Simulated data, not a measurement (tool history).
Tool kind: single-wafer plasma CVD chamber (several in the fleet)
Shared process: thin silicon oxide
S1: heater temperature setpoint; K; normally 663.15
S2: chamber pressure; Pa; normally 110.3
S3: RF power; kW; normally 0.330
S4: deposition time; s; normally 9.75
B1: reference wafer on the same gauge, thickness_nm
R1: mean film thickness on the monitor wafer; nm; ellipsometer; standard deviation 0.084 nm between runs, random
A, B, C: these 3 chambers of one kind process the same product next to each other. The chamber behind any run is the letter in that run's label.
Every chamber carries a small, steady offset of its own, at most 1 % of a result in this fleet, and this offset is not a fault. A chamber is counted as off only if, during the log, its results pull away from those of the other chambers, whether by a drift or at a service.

run   hour      S1     S2     S3     S4      B1      R1
 1A   14.1  663.15  110.3  0.330   9.75  18.999  19.301
 2C   24.2  663.15  110.3  0.330   9.75  19.000  19.236
 3B   35.0  663.15  110.3  0.330   9.75  19.006  19.339
 4B   47.3  663.15  110.3  0.330   9.75  18.983  19.106
 5C   55.7  663.15  110.3  0.330   7.95  18.988  15.845
 6A   69.9  663.15  110.3  0.330   7.95  18.964  15.930
 7B   82.6  663.15  110.3  0.330   7.95  19.004  15.754
 8A   95.3  663.15  110.3  0.330   9.75  18.987  19.378
 9C  104.8  663.15  110.3  0.330   9.75  18.973  19.276
10A  112.7  663.15  110.3  0.330   9.75  18.996  19.481
11B  126.9  663.15  110.3  0.330   9.75  19.006  19.210
12C  143.2  663.15  110.3  0.330   9.75  18.986  19.417
13A  158.1  663.15  110.3  0.330   9.75  18.995  19.455
14B  174.2  650.15  110.3  0.330   9.75  19.003  19.355
15C  188.1  650.15  110.3  0.330   9.75  19.018  19.275
16B  197.9  650.15  110.3  0.330   9.75  19.000  19.282
     207.9  -- chamber C: capacitance manometer re-zeroed and calibrated
17A  213.8  663.15  110.3  0.330   9.75  19.007  19.479
18C  226.0  663.15  110.3  0.330   9.75  19.014  18.224
19B  236.2  663.15  110.3  0.330   9.75  19.006  19.345
20A  248.2  649.15  110.3  0.330   8.12  19.016  16.305
21C  260.2  649.15  110.3  0.330   8.12  19.019  15.247
22B  274.6  649.15  110.3  0.330   8.12  18.984  16.197
23A  286.7  663.15  110.3  0.330   9.75  18.998  19.370
24C  301.8  663.15  110.3  0.290  10.56  19.010  18.741
25C  312.8  663.15  110.3  0.290  10.56  19.004  18.778
26B  320.5  663.15  110.3  0.290  10.56  19.008  19.823
27A  335.4  663.15  110.3  0.330   9.75  18.986  19.416
28B  347.8  663.15  110.3  0.330   9.75  18.988  19.061
29C  363.4  663.15  110.3  0.365   9.75  18.983  19.025
30A  375.1  663.15  110.3  0.365   9.75  18.979  20.281
31A  383.8  663.15  110.3  0.365   9.75  18.999  20.095
32C  399.9  663.15  110.3  0.330   9.75  19.011  18.171
33B  409.9  663.15  110.3  0.330   9.75  18.983  19.244
34C  417.6  668.15  125.9  0.330   9.75  18.995  20.525
35B  427.5  668.15  125.9  0.330   9.75  19.005  21.389
36A  440.3  668.15  125.9  0.330   9.75  19.020  21.648
37C  455.1  663.15  110.3  0.330   9.75  18.986  18.306
38B  468.2  663.15  110.3  0.330   9.75  19.002  19.224
     477.9  -- chamber A: capacitance manometer re-zeroed and calibrated
39A  482.8  663.15  110.3  0.330   9.75  19.000  19.462
40C  494.3  663.15  126.3  0.330   9.75  18.999  20.553
41B  506.9  663.15  126.3  0.330   9.75  19.005  21.604

All 3 chambers run these settings next. Forecast each chamber's results:
42A  518.6  670.15  110.3  0.330  9.75       ?
42B  518.6  670.15  110.3  0.330  9.75       ?
42C  518.6  670.15  110.3  0.330  9.75       ?

run      R1
42A  19.268
42B  19.217
42C  17.989
